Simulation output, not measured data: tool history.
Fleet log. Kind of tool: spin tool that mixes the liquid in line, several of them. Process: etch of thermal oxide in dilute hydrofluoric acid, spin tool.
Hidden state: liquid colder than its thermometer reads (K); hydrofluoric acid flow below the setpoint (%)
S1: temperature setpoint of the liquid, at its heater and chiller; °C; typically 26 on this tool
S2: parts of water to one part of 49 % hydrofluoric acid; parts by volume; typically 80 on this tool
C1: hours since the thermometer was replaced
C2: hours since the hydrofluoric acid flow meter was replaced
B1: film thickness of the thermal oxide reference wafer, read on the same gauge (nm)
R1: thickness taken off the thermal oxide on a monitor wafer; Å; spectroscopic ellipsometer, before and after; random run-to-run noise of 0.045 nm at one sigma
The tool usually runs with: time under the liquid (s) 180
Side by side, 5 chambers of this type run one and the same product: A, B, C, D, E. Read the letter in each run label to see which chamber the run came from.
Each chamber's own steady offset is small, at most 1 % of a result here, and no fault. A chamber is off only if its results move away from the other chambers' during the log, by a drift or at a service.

run 1B day=0.175 | S1=26 S2=80 time_under_the_liquid_(s)=180 | C1=448.2 C2=803.9 | B1=130.01 | R1=111.970
run 2D day=0.379 | S1=26 S2=80 time_under_the_liquid_(s)=180 | C1=242.1 C2=610.0 | B1=129.97 | R1=112.250
run 3A day=0.492 | S1=26 S2=80 time_under_the_liquid_(s)=180 | C1=1167.1 C2=1141.0 | B1=130.02 | R1=111.530
run 4E day=0.708 | S1=26 S2=80 time_under_the_liquid_(s)=180 | C1=1218.6 C2=459.9 | B1=129.98 | R1=113.370
run 5C day=0.896 | S1=26 S2=80 time_under_the_liquid_(s)=180 | C1=681.4 C2=721.6 | B1=130.03 | R1=110.500
-- day=0.938 chamber B: hydrofluoric acid flow meter replaced
run 6C day=1.029 | S1=26 S2=80 time_under_the_liquid_(s)=180 | C1=684.6 C2=724.8 | B1=129.99 | R1=111.690
run 7A day=1.254 | S1=26 S2=80 time_under_the_liquid_(s)=180 | C1=1185.4 C2=1159.3 | B1=129.99 | R1=111.460
run 8B day=1.379 | S1=26 S2=80 time_under_the_liquid_(s)=180 | C1=477.1 C2=10.6 | B1=129.98 | R1=112.110
run 9E day=1.483 | S1=26 S2=80 time_under_the_liquid_(s)=180 | C1=1237.2 C2=478.5 | B1=129.96 | R1=113.720
run 10D day=1.638 | S1=26 S2=80 time_under_the_liquid_(s)=180 | C1=272.3 C2=640.2 | B1=129.94 | R1=113.280
run 11E day=1.842 | S1=26 S2=80 time_under_the_liquid_(s)=180 | C1=1245.8 C2=487.1 | B1=130.00 | R1=113.600
run 12D day=2.083 | S1=26 S2=80 time_under_the_liquid_(s)=180 | C1=283.0 C2=650.9 | B1=129.98 | R1=113.740
run 13A day=2.217 | S1=26 S2=80 time_under_the_liquid_(s)=180 | C1=1208.5 C2=1182.4 | B1=130.00 | R1=111.860
run 14B day=2.392 | S1=26 S2=80 time_under_the_liquid_(s)=180 | C1=501.4 C2=34.9 | B1=129.99 | R1=112.230
run 15C day=2.517 | S1=26 S2=80 time_under_the_liquid_(s)=180 | C1=720.3 C2=760.5 | B1=130.01 | R1=111.730
run 16D day=2.704 | S1=26 S2=80 time_under_the_liquid_(s)=180 | C1=297.9 C2=665.8 | B1=129.98 | R1=112.120
run 17B day=2.946 | S1=26 S2=80 time_under_the_liquid_(s)=180 | C1=514.7 C2=48.2 | B1=129.99 | R1=112.480
run 18C day=3.050 | S1=26 S2=80 time_under_the_liquid_(s)=180 | C1=733.1 C2=773.3 | B1=130.05 | R1=112.390
run 19A day=3.250 | S1=26 S2=80 time_under_the_liquid_(s)=180 | C1=1233.3 C2=1207.2 | B1=129.99 | R1=111.310
run 20E day=3.462 | S1=26 S2=55 time_under_the_liquid_(s)=180 | C1=1284.7 C2=526.0 | B1=130.02 | R1=170.240
-- day=3.479 chamber C: hydrofluoric acid flow meter replaced
run 21C day=3.683 | S1=26 S2=55 time_under_the_liquid_(s)=180 | C1=748.3 C2=5.0 | B1=129.99 | R1=168.590
run 22A day=3.792 | S1=26 S2=55 time_under_the_liquid_(s)=180 | C1=1246.3 C2=1220.2 | B1=129.97 | R1=167.680
run 23E day=3.946 | S1=26 S2=55 time_under_the_liquid_(s)=180 | C1=1296.3 C2=537.6 | B1=130.00 | R1=171.650
run 24B day=4.112 | S1=26 S2=55 time_under_the_liquid_(s)=180 | C1=542.7 C2=76.2 | B1=130.02 | R1=168.910
run 25D day=4.275 | S1=26 S2=80 time_under_the_liquid_(s)=180 | C1=335.6 C2=703.5 | B1=130.02 | R1=112.020
run 26A day=4.433 | S1=26 S2=80 time_under_the_liquid_(s)=180 | C1=1261.7 C2=1235.6 | B1=130.02 | R1=111.360
-- day=4.546 chamber D: hydrofluoric acid flow meter replaced
run 27E day=4.646 | S1=26 S2=80 time_under_the_liquid_(s)=180 | C1=1313.1 C2=554.4 | B1=130.02 | R1=111.860
run 28B day=4.796 | S1=26 S2=80 time_under_the_liquid_(s)=180 | C1=559.1 C2=92.6 | B1=129.96 | R1=111.390
run 29D day=4.929 | S1=26 S2=80 time_under_the_liquid_(s)=180 | C1=351.3 C2=9.3 | B1=129.96 | R1=111.960
run 30C day=5.046 | S1=26 S2=80 time_under_the_liquid_(s)=180 | C1=781.0 C2=37.7 | B1=130.00 | R1=112.710
run 31E day=5.196 | S1=26 S2=80 time_under_the_liquid_(s)=180 | C1=1326.3 C2=567.6 | B1=129.99 | R1=112.630
run 32A day=5.421 | S1=26 S2=80 time_under_the_liquid_(s)=180 | C1=1285.4 C2=1259.3 | B1=130.01 | R1=109.620
-- day=5.462 chamber B: thermometer replaced
run 33B day=5.571 | S1=31 S2=80 time_under_the_liquid_(s)=80 | C1=2.7 C2=111.2 | B1=129.98 | R1=60.220
run 34D day=5.750 | S1=31 S2=80 time_under_the_liquid_(s)=80 | C1=371.0 C2=29.0 | B1=130.03 | R1=60.472
run 35C day=5.946 | S1=31 S2=80 time_under_the_liquid_(s)=80 | C1=802.6 C2=59.3 | B1=129.95 | R1=60.522
run 36E day=6.088 | S1=31 S2=80 time_under_the_liquid_(s)=80 | C1=1347.7 C2=589.0 | B1=130.02 | R1=60.422
run 37B day=6.267 | S1=31 S2=80 time_under_the_liquid_(s)=80 | C1=19.4 C2=127.9 | B1=129.96 | R1=60.057
run 38D day=6.504 | S1=26 S2=80 time_under_the_liquid_(s)=180 | C1=389.1 C2=47.1 | B1=130.02 | R1=112.710
run 39C day=6.712 | S1=28 S2=80 time_under_the_liquid_(s)=285 | C1=821.0 C2=77.7 | B1=129.98 | R1=192.430
run 40A day=6.879 | S1=28 S2=80 time_under_the_liquid_(s)=285 | C1=1320.4 C2=1294.3 | B1=130.01 | R1=186.240
run 41A day=7.083 | S1=28 S2=80 time_under_the_liquid_(s)=285 | C1=1325.3 C2=1299.2 | B1=129.96 | R1=186.560

Each of the 5 chambers runs these same settings next. Fill in every chamber's results:
run 42A day=7.258 | S1=26 S2=80 time_under_the_liquid_(s)=265 | R1=?
run 42B day=7.258 | S1=26 S2=80 time_under_the_liquid_(s)=265 | R1=?
run 42C day=7.258 | S1=26 S2=80 time_under_the_liquid_(s)=265 | R1=?
run 42D day=7.258 | S1=26 S2=80 time_under_the_liquid_(s)=265 | R1=?
run 42E day=7.258 | S1=26 S2=80 time_under_the_liquid_(s)=265 | R1=?

run=42A R1=160.080
run=42B R1=164.550
run=42C R1=163.590
run=42D R1=165.760
run=42E R1=165.590
